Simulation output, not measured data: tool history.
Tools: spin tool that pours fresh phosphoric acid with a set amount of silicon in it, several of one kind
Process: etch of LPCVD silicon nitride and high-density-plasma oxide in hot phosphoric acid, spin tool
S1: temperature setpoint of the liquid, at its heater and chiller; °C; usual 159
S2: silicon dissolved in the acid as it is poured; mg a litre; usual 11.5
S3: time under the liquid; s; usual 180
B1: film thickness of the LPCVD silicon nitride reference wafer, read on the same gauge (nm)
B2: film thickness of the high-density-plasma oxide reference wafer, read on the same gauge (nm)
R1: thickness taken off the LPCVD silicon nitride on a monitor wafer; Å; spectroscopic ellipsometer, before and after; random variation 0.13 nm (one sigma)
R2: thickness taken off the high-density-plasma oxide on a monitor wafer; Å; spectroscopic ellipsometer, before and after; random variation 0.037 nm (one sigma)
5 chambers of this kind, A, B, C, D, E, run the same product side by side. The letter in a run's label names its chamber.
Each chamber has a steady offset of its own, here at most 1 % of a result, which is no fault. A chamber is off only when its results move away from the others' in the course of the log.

-- hour=1.3 chamber B: dissolved silicon flow meter replaced
run 1B hour=9.7 | S1=159 S2=11.5 S3=180 | B1=100.02 B2=100.02 | R1=185.18 R2=3.749
run 2E hour=17.5 | S1=159 S2=11.5 S3=180 | B1=100 B2=100.03 | R1=185.92 R2=3.2629
run 3A hour=28.2 | S1=159 S2=11.5 S3=180 | B1=100 B2=100.02 | R1=184.64 R2=2.9376
run 4D hour=35.8 | S1=159 S2=11.5 S3=180 | B1=99.986 B2=99.985 | R1=181.52 R2=2.4715
run 5C hour=48.7 | S1=159 S2=11.5 S3=180 | B1=99.998 B2=99.994 | R1=182.62 R2=2.7701
run 6C hour=61.4 | S1=159 S2=11.5 S3=180 | B1=100 B2=100 | R1=183.88 R2=2.7755
run 7E hour=71.1 | S1=159 S2=11.5 S3=180 | B1=100.01 B2=99.998 | R1=182.6 R2=3.0397
run 8A hour=81.3 | S1=159 S2=11.5 S3=130 | B1=100.01 B2=99.983 | R1=133.25 R2=2.0179
run 9B hour=91.8 | S1=159 S2=11.5 S3=130 | B1=100 B2=100 | R1=131.33 R2=1.9434
run 10D hour=100.5 | S1=159 S2=11.5 S3=130 | B1=99.999 B2=99.975 | R1=131.17 R2=1.5205
run 11C hour=108.6 | S1=159 S2=11.5 S3=130 | B1=99.994 B2=100.02 | R1=132.16 R2=1.8876
run 12D hour=116.4 | S1=159 S2=11.5 S3=130 | B1=99.996 B2=100.01 | R1=131.01 R2=2.2533
run 13E hour=130 | S1=159 S2=11.5 S3=180 | B1=99.989 B2=100.03 | R1=183.55 R2=2.9849
run 14A hour=141.9 | S1=159 S2=11.5 S3=180 | B1=99.999 B2=100.03 | R1=182.08 R2=3.404
run 15B hour=152.1 | S1=156.5 S2=17.5 S3=180 | B1=99.998 B2=100.01 | R1=163.6 R2=2.1229
run 16A hour=162.2 | S1=156.5 S2=17.5 S3=180 | B1=100.01 B2=99.985 | R1=166.98 R2=2.0564
run 17E hour=172.2 | S1=156.5 S2=17.5 S3=180 | B1=99.983 B2=99.99 | R1=168.98 R2=2.1061
run 18D hour=185.6 | S1=156.5 S2=17.5 S3=180 | B1=100.02 B2=100.02 | R1=168.36 R2=2.0716
run 19B hour=196.4 | S1=156.5 S2=17.5 S3=180 | B1=100.01 B2=99.983 | R1=161.38 R2=1.6525
run 20C hour=208 | S1=159 S2=11.5 S3=180 | B1=99.994 B2=100.02 | R1=183.4 R2=2.9593
run 21A hour=216.2 | S1=159 S2=11.5 S3=180 | B1=100.01 B2=100 | R1=184.95 R2=3.3898
-- hour=224.6 chamber C: heated supply line repaired
run 22D hour=227.8 | S1=159 S2=11.5 S3=180 | B1=99.99 B2=99.991 | R1=182.92 R2=3.0349
run 23C hour=240.4 | S1=159 S2=11.5 S3=180 | B1=100.01 B2=100.01 | R1=184.44 R2=3.4646
run 24E hour=253.9 | S1=159 S2=6.5 S3=180 | B1=100 B2=99.992 | R1=184.19 R2=3.0787
run 25B hour=264.6 | S1=159 S2=6.5 S3=180 | B1=100.02 B2=100.05 | R1=174.64 R2=2.355
run 26A hour=278.7 | S1=159 S2=6.5 S3=180 | B1=99.984 B2=99.994 | R1=183.34 R2=3.7456
run 27D hour=291.1 | S1=159 S2=6.5 S3=180 | B1=100.01 B2=99.984 | R1=183.99 R2=3.625
run 28C hour=302.9 | S1=159 S2=6.5 S3=180 | B1=99.987 B2=100.01 | R1=181.24 R2=3.2941
run 29B hour=310.2 | S1=159 S2=11.5 S3=180 | B1=100.01 B2=100.01 | R1=170.23 R2=2.6421
run 30E hour=319 | S1=159 S2=11.5 S3=180 | B1=100 B2=99.979 | R1=184.67 R2=2.8902
-- hour=330.7 chamber D: dissolved silicon flow meter replaced
run 31B hour=331.8 | S1=159 S2=11.5 S3=180 | B1=100.01 B2=99.998 | R1=171.93 R2=2.4357
run 32A hour=341.8 | S1=159 S2=11.5 S3=180 | B1=100 B2=100.03 | R1=185.46 R2=3.3953
run 33D hour=349.3 | S1=161.5 S2=11.5 S3=180 | B1=100.01 B2=99.956 | R1=201.11 R2=3.7233
run 34C hour=361.4 | S1=161.5 S2=11.5 S3=180 | B1=100 B2=100.01 | R1=202.15 R2=3.6168

All 5 chambers run these settings next. Forecast each chamber's results:
run 35A hour=371.7 | S1=159 S2=11.5 S3=180 | R1=? R2=?
run 35B hour=371.7 | S1=159 S2=11.5 S3=180 | R1=? R2=?
run 35C hour=371.7 | S1=159 S2=11.5 S3=180 | R1=? R2=?
run 35D hour=371.7 | S1=159 S2=11.5 S3=180 | R1=? R2=?
run 35E hour=371.7 | S1=159 S2=11.5 S3=180 | R1=? R2=?

run=35A R1=181.67 R2=3.9142
run=35B R1=167.76 R2=2.6478
run=35C R1=184.47 R2=3.1625
run=35D R1=182.95 R2=3.1623
run=35E R1=184.46 R2=3.2927
